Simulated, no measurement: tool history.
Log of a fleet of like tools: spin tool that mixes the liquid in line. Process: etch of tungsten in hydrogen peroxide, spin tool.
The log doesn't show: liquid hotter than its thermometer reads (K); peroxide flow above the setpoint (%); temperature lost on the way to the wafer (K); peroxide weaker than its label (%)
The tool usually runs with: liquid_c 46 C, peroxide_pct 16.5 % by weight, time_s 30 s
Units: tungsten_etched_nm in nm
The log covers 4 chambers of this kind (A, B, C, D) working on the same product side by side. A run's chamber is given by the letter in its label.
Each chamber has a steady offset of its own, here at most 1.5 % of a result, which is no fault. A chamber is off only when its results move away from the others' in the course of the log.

run,day,liquid_c,peroxide_pct,time_s,hours since the thermometer was replaced,hours since the peroxide flow meter was replaced,hours since the heated supply line was repaired,hours since the drum of peroxide was connected,"read-back film thickness of the tungsten reference wafer, read on the same gauge (nm)",tungsten_etched_nm
1A,0.483,46,16.5,30,1108.1,960.9,346.7,196.1,109.99,50.048
2C,0.775,46,16.5,30,559.9,1419.7,492.1,75.5,110.01,49.103
3D,1.250,46,16.5,30,346.9,1823.0,709.9,154.7,109.99,49.984
4B,1.700,46,16.5,30,880.1,819.8,273.3,495.4,110.00,48.382
5D,2.042,46,16.5,30,365.9,1842.0,728.9,173.7,109.96,50.106
6C,2.379,46,16.5,30,598.4,1458.2,530.6,114.0,109.99,49.391
7B,2.633,46,16.5,30,902.5,842.2,295.7,517.8,109.98,49.528
8A,3.138,46,16.5,30,1171.8,1024.6,410.4,259.8,110.02,50.194
9B,3.392,46,16.5,30,920.7,860.4,313.9,536.0,110.02,48.626
10C,3.688,46,16.5,30,629.8,1489.6,562.0,145.4,110.00,49.726
11A,3.971,46,16.5,30,1191.8,1044.6,430.4,279.8,110.01,50.452
12D,4.429,46,16.5,30,423.2,1899.3,786.2,231.0,109.99,49.656
# day 4.517: chamber D: heated supply line repaired
13B,4.892,46,16.5,30,956.7,896.4,349.9,572.0,110.00,50.039
# day 5.038: chamber D: peroxide flow meter replaced
14C,5.267,46,16.5,30,667.7,1527.5,599.9,183.3,110.03,50.541
15D,5.742,46,16.5,30,454.7,17.0,29.5,262.5,110.00,48.947
16A,6.088,46,16.5,30,1242.6,1095.4,481.2,330.6,110.00,50.934
17A,6.496,40,14.5,30,1252.4,1105.2,491.0,340.4,109.99,32.300
18B,6.721,40,14.5,30,1000.6,940.3,393.8,615.9,110.00,31.285
19D,7.021,40,14.5,30,485.4,47.7,60.2,293.2,109.99,32.125
20C,7.462,40,14.5,30,720.4,1580.2,652.6,236.0,110.01,33.524
21A,7.700,46,16.5,30,1281.3,1134.1,519.9,369.3,110.00,50.074
22B,8.204,46,16.5,30,1036.2,975.9,429.4,651.5,110.00,48.456
23C,8.654,46,16.5,30,749.0,1608.8,681.2,264.6,110.00,52.419
24D,8.912,46,16.5,30,530.8,93.1,105.6,338.6,110.01,49.888
# day 9.254: chamber A: heated supply line repaired
25C,9.429,46,19.0,30,767.6,1627.4,699.8,283.2,110.00,56.320
26A,9.912,46,19.0,30,1334.4,1187.2,15.8,422.4,110.01,53.957
27B,10.279,46,19.0,30,1086.0,1025.7,479.2,701.3,109.97,53.074
28D,10.746,46,19.0,30,574.8,137.1,149.6,382.6,109.99,52.736
29A,11.033,46,16.5,30,1361.3,1214.1,42.7,449.3,110.00,50.281
30B,11.488,46,16.5,30,1115.0,1054.7,508.2,730.3,110.01,49.989
31C,11.821,46,16.5,30,825.0,1684.8,757.2,340.6,110.00,54.216
32D,12.221,46,16.5,30,610.2,172.5,185.0,418.0,110.00,49.338
33A,12.529,46,16.5,30,1397.2,1250.0,78.6,485.2,110.01,50.656
34D,12.817,46,16.5,30,624.5,186.8,199.3,432.3,109.98,49.334
35C,13.129,46,16.5,30,856.4,1716.2,788.6,372.0,109.98,54.229
36B,13.579,46,16.5,30,1165.2,1104.9,558.4,780.5,110.01,49.349
# day 13.721: chamber B: heated supply line repaired
37B,14.088,46,16.5,30,1177.4,1117.1,8.8,792.7,110.00,49.797

Which is it: a chamber that has drifted or been left off by a service, a gauge drift common to all chambers, or only each chamber's usual small offset? If a chamber is off, name it and its likeliest cause.

It is chamber C that slowly wanders off from its peers.
Most likely cause: liquid hotter than its thermometer reads (K) = 1.65.

Here are 4 candidates for chamber C's next run, each the usual settings with a change, their results left as question marks. Which one brings its results back in line with what the others give on the usual settings?
Allowed miss from the other chambers' usual-settings mean, per result, to count as in line: tungsten_etched_nm 1.600 nm
38C-1,14.458,46.0,20.0,30,,,,,,?
38C-2,14.458,46.0,13.5,30,,,,,,?
38C-3,14.458,48.5,16.5,30,,,,,,?
38C-4,14.458,43.5,16.5,30,,,,,,?

Other chambers, usual settings, mean: tungsten_etched_nm 49.740 nm
run,tungsten_etched_nm
38C-1,60.940
38C-2,49.926
38C-3,64.439
38C-4,47.346
38C-2 brings the chamber back in line.

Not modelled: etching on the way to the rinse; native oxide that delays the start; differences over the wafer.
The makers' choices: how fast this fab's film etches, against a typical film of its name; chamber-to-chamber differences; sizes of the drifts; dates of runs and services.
